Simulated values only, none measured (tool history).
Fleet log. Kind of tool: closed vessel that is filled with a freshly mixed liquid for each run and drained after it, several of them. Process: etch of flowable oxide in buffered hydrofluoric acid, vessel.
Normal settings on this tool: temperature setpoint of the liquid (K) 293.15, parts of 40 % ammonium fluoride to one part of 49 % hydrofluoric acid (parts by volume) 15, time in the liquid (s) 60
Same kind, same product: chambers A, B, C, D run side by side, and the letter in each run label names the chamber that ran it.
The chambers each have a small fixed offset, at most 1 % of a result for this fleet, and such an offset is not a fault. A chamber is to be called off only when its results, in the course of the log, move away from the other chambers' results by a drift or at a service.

run	hour	temperature setpoint of the liquid (K)	parts of 40 % ammonium fluoride to one part of 49 % hydrofluoric acid (parts by volume)	time in the liquid (s)	read-back film thickness of the flowable oxide reference wafer, read on the same gauge (nm)	thickness taken off the flowable oxide on a monitor wafer (Å)
1B	8.8	293.15	15	60	150.02	799.09
2C	17.1	293.15	15	60	149.96	801.63
3D	21.7	293.15	15	60	149.99	791.92
4A	32.3	293.15	15	60	150.02	785.53
5A	37.0	293.15	15	60	150.03	801.66
6B	44.6	293.15	15	60	150.03	786.37
7C	54.8	293.15	15	60	149.99	804.02
8D	64.0	293.15	15	60	149.97	786.13
9D	71.7	293.15	15	60	149.98	790.51
10A	77.8	293.15	15	60	150.02	783.90
11C	86.5	290.15	15	60	150.00	679.94
12B	95.9	290.15	15	60	150.02	656.30
13D	100.8	290.15	15	60	149.97	652.39
14C	108.9	290.15	15	60	149.99	668.24
15A	113.8	293.15	15	60	149.97	783.98
16B	124.2	293.15	15	60	149.99	784.28
17C	133.0	293.15	15	60	150.00	791.06
18B	143.4	293.15	15	60	150.03	784.23
19D	153.3	293.15	15	60	150.02	745.84
20A	157.9	297.65	15	45	150.04	767.19
21A	163.9	297.65	15	45	149.99	750.02
22B	168.6	297.65	15	45	149.99	752.75
23D	173.3	297.65	15	45	150.00	722.49
24C	180.1	293.15	10	60	150.02	1171.70
25C	190.7	293.15	10	60	149.99	1185.20
26D	200.9	293.15	10	60	150.01	1079.90
27A	208.1	293.15	10	60	149.97	1167.20
28B	218.8	293.15	15	60	150.03	803.67
29D	226.5	293.15	15	60	149.98	712.50
30C	236.7	293.15	15	60	149.99	793.63
31B	243.6	295.15	15	40	149.96	591.57
32A	252.0	295.15	15	40	150.01	579.34
33D	262.6	295.15	15	40	150.04	520.54
34C	273.2	295.15	15	40	150.00	595.91

Has any chamber moved away from the others, gradually or after a service, or does the common gauge drift, or do the chambers differ only by their own small steady offsets? State the chamber and the most likely cause if one applies.

Chamber D drifts away from the others.
Cause: liquid colder than its thermometer reads (K) = 2.53.
From this log alone, it may not be told apart from: hydrofluoric acid flow below the setpoint (%).

Below are 4 candidate recipes for chamber D's next run, each the usual settings with a change, their results shown as question marks. Which of them brings D's results back in line with what the other chambers give on the usual settings?
In line means no further than this from the other chambers' mean on the usual settings: thickness taken off the flowable oxide on a monitor wafer (Å) 27.00
35D-1	280.9	292.65	15.5	55		?
35D-2	280.9	294.15	15.0	60		?
35D-3	280.9	293.15	13.0	60		?
35D-4	280.9	292.15	15.0	60		?

The other chambers' mean on the usual settings: thickness taken off the flowable oxide on a monitor wafer (Å) 791.45
run	thickness taken off the flowable oxide on a monitor wafer (Å)
35D-1	596.86
35D-2	732.91
35D-3	796.64
35D-4	653.17
35D-3 is the one that brings the chamber's results back in line with the other chambers.

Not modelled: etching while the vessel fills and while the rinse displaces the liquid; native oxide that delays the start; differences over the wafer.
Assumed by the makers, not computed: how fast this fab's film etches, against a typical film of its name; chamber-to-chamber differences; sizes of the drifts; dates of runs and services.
